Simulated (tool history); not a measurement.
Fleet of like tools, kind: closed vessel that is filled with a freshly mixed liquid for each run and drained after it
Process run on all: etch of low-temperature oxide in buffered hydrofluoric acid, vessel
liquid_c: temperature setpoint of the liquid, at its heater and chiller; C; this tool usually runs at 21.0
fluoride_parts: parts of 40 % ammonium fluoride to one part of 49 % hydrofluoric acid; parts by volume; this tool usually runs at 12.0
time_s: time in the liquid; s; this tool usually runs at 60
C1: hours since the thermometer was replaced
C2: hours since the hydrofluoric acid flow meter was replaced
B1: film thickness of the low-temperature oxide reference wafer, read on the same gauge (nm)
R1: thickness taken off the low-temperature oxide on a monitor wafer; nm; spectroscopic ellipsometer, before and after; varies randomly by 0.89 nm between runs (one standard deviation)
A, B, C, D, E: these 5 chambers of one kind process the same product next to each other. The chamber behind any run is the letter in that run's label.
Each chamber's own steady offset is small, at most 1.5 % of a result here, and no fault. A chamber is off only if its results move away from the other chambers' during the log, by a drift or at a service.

{"run": "1E", "hour": 4.2, "liquid_c": 21.0, "fluoride_parts": 12.0, "time_s": 60, "C1": 408.1, "C2": 2317.4, "B1": 80.031, "R1": 167.75}
{"run": "2D", "hour": 10.2, "liquid_c": 21.0, "fluoride_parts": 12.0, "time_s": 60, "C1": 1299.2, "C2": 71.7, "B1": 79.98, "R1": 168.42}
{"run": "3B", "hour": 17.0, "liquid_c": 21.0, "fluoride_parts": 12.0, "time_s": 60, "C1": 771.5, "C2": 1024.8, "B1": 80.014, "R1": 169.68}
{"run": "4A", "hour": 24.3, "liquid_c": 21.0, "fluoride_parts": 12.0, "time_s": 60, "C1": 690.1, "C2": 636.2, "B1": 79.999, "R1": 169.57}
{"run": "5C", "hour": 30.4, "liquid_c": 21.0, "fluoride_parts": 12.0, "time_s": 60, "C1": 1181.4, "C2": 211.7, "B1": 80.029, "R1": 171.99}
{"run": "6C", "hour": 35.4, "liquid_c": 18.5, "fluoride_parts": 7.5, "time_s": 60, "C1": 1186.4, "C2": 216.7, "B1": 80.006, "R1": 231.03}
{"run": "7E", "hour": 42.8, "liquid_c": 18.5, "fluoride_parts": 7.5, "time_s": 60, "C1": 446.7, "C2": 2356.0, "B1": 80.022, "R1": 226.95}
{"run": "8B", "hour": 47.0, "liquid_c": 18.5, "fluoride_parts": 7.5, "time_s": 60, "C1": 801.5, "C2": 1054.8, "B1": 79.963, "R1": 228.26}
{"run": "9A", "hour": 52.1, "liquid_c": 18.5, "fluoride_parts": 7.5, "time_s": 60, "C1": 717.9, "C2": 664.0, "B1": 80.005, "R1": 227.11}
{"run": "10D", "hour": 56.5, "liquid_c": 18.5, "fluoride_parts": 7.5, "time_s": 60, "C1": 1345.5, "C2": 118.0, "B1": 79.979, "R1": 229.72}
{"run": "11B", "hour": 60.7, "liquid_c": 21.0, "fluoride_parts": 12.0, "time_s": 60, "C1": 815.2, "C2": 1068.5, "B1": 79.966, "R1": 172.08}
{"run": "12C", "hour": 67.3, "liquid_c": 21.0, "fluoride_parts": 12.0, "time_s": 60, "C1": 1218.3, "C2": 248.6, "B1": 80.008, "R1": 171.65}
{"run": "13A", "hour": 75.1, "liquid_c": 21.0, "fluoride_parts": 12.0, "time_s": 60, "C1": 740.9, "C2": 687.0, "B1": 79.997, "R1": 167.27}
{"run": "14D", "hour": 79.3, "liquid_c": 21.0, "fluoride_parts": 12.0, "time_s": 60, "C1": 1368.3, "C2": 140.8, "B1": 79.981, "R1": 170.37}
{"run": "15E", "hour": 83.5, "liquid_c": 21.0, "fluoride_parts": 12.0, "time_s": 60, "C1": 487.4, "C2": 2396.7, "B1": 80.029, "R1": 171.57}
{"hour": 91.3, "done": "chamber E: hydrofluoric acid flow meter replaced"}
{"run": "16B", "hour": 91.5, "liquid_c": 21.0, "fluoride_parts": 12.0, "time_s": 60, "C1": 846.0, "C2": 1099.3, "B1": 79.996, "R1": 170.31}
{"run": "17E", "hour": 96.6, "liquid_c": 21.0, "fluoride_parts": 12.0, "time_s": 60, "C1": 500.5, "C2": 5.4, "B1": 79.981, "R1": 171.63}
{"run": "18C", "hour": 102.2, "liquid_c": 24.5, "fluoride_parts": 7.5, "time_s": 60, "C1": 1253.2, "C2": 283.5, "B1": 79.993, "R1": 324.83}
{"run": "19A", "hour": 110.0, "liquid_c": 24.5, "fluoride_parts": 7.5, "time_s": 60, "C1": 775.8, "C2": 721.9, "B1": 80.004, "R1": 318.28}
{"run": "20D", "hour": 115.3, "liquid_c": 24.5, "fluoride_parts": 7.5, "time_s": 60, "C1": 1404.3, "C2": 176.8, "B1": 79.985, "R1": 320.39}
{"run": "21D", "hour": 123.2, "liquid_c": 24.5, "fluoride_parts": 7.5, "time_s": 60, "C1": 1412.2, "C2": 184.7, "B1": 80.005, "R1": 323.74}
{"run": "22A", "hour": 128.7, "liquid_c": 24.5, "fluoride_parts": 7.5, "time_s": 60, "C1": 794.5, "C2": 740.6, "B1": 80.008, "R1": 315.78}
{"run": "23C", "hour": 136.4, "liquid_c": 21.0, "fluoride_parts": 12.0, "time_s": 60, "C1": 1287.4, "C2": 317.7, "B1": 79.99, "R1": 171.92}
{"run": "24B", "hour": 142.6, "liquid_c": 21.0, "fluoride_parts": 12.0, "time_s": 60, "C1": 897.1, "C2": 1150.4, "B1": 79.955, "R1": 171.15}
{"run": "25E", "hour": 147.6, "liquid_c": 21.0, "fluoride_parts": 9.5, "time_s": 30, "C1": 551.5, "C2": 56.4, "B1": 80.021, "R1": 109.65}
{"run": "26C", "hour": 152.0, "liquid_c": 21.0, "fluoride_parts": 9.5, "time_s": 30, "C1": 1303.0, "C2": 333.3, "B1": 79.992, "R1": 106.52}
{"run": "27E", "hour": 159.9, "liquid_c": 21.0, "fluoride_parts": 9.5, "time_s": 30, "C1": 563.8, "C2": 68.7, "B1": 79.974, "R1": 109.95}
{"hour": 161.6, "done": "chamber A: thermometer replaced"}
{"run": "28B", "hour": 166.5, "liquid_c": 21.0, "fluoride_parts": 9.5, "time_s": 30, "C1": 921.0, "C2": 1174.3, "B1": 80.035, "R1": 104.62}
{"run": "29D", "hour": 174.0, "liquid_c": 21.0, "fluoride_parts": 9.5, "time_s": 30, "C1": 1463.0, "C2": 235.5, "B1": 79.991, "R1": 105.49}
{"run": "30A", "hour": 180.0, "liquid_c": 21.0, "fluoride_parts": 12.0, "time_s": 60, "C1": 18.4, "C2": 791.9, "B1": 80.042, "R1": 167.43}
{"run": "31E", "hour": 184.2, "liquid_c": 21.0, "fluoride_parts": 12.0, "time_s": 60, "C1": 588.1, "C2": 93.0, "B1": 79.996, "R1": 177.99}
{"run": "32B", "hour": 192.3, "liquid_c": 21.0, "fluoride_parts": 12.0, "time_s": 60, "C1": 946.8, "C2": 1200.1, "B1": 80.009, "R1": 169.13}
{"run": "33D", "hour": 198.9, "liquid_c": 21.0, "fluoride_parts": 12.0, "time_s": 60, "C1": 1487.9, "C2": 260.4, "B1": 79.985, "R1": 171.3}
{"run": "34A", "hour": 205.5, "liquid_c": 21.0, "fluoride_parts": 12.0, "time_s": 60, "C1": 43.9, "C2": 817.4, "B1": 80.013, "R1": 169.2}
{"run": "35C", "hour": 209.5, "liquid_c": 23.0, "fluoride_parts": 12.0, "time_s": 85, "C1": 1360.5, "C2": 390.8, "B1": 80.018, "R1": 273.2}

Has any chamber moved away from the others, gradually or after a service, or does the common gauge drift, or do the chambers differ only by their own small steady offsets? State the chamber and the most likely cause if one applies.

Little by little, chamber E moves away from the other chambers.
Cause: liquid hotter than its thermometer reads (K) = 1.38.

Here are 4 candidates for chamber E's next run, each the usual settings with a change, their results left as question marks. Which one brings its results back in line with what the others give on the usual settings?
Counts as in line when no further than this from what the other chambers average on the usual settings: R1 3.20 nm
{"run": "36E-1", "hour": 215.2, "liquid_c": 21.5, "fluoride_parts": 11.5, "time_s": 65, "R1": "?"}
{"run": "36E-2", "hour": 215.2, "liquid_c": 21.5, "fluoride_parts": 11.5, "time_s": 60, "R1": "?"}
{"run": "36E-3", "hour": 215.2, "liquid_c": 20.5, "fluoride_parts": 12.5, "time_s": 55, "R1": "?"}
{"run": "36E-4", "hour": 215.2, "liquid_c": 20.5, "fluoride_parts": 12.5, "time_s": 60, "R1": "?"}

Other chambers, usual settings, mean: R1 170.19 nm
run=36E-1 R1=211.99
run=36E-2 R1=195.69
run=36E-3 R1=156.51
run=36E-4 R1=170.73
Change 36E-4 lands the chamber within the allowed miss of the other chambers.
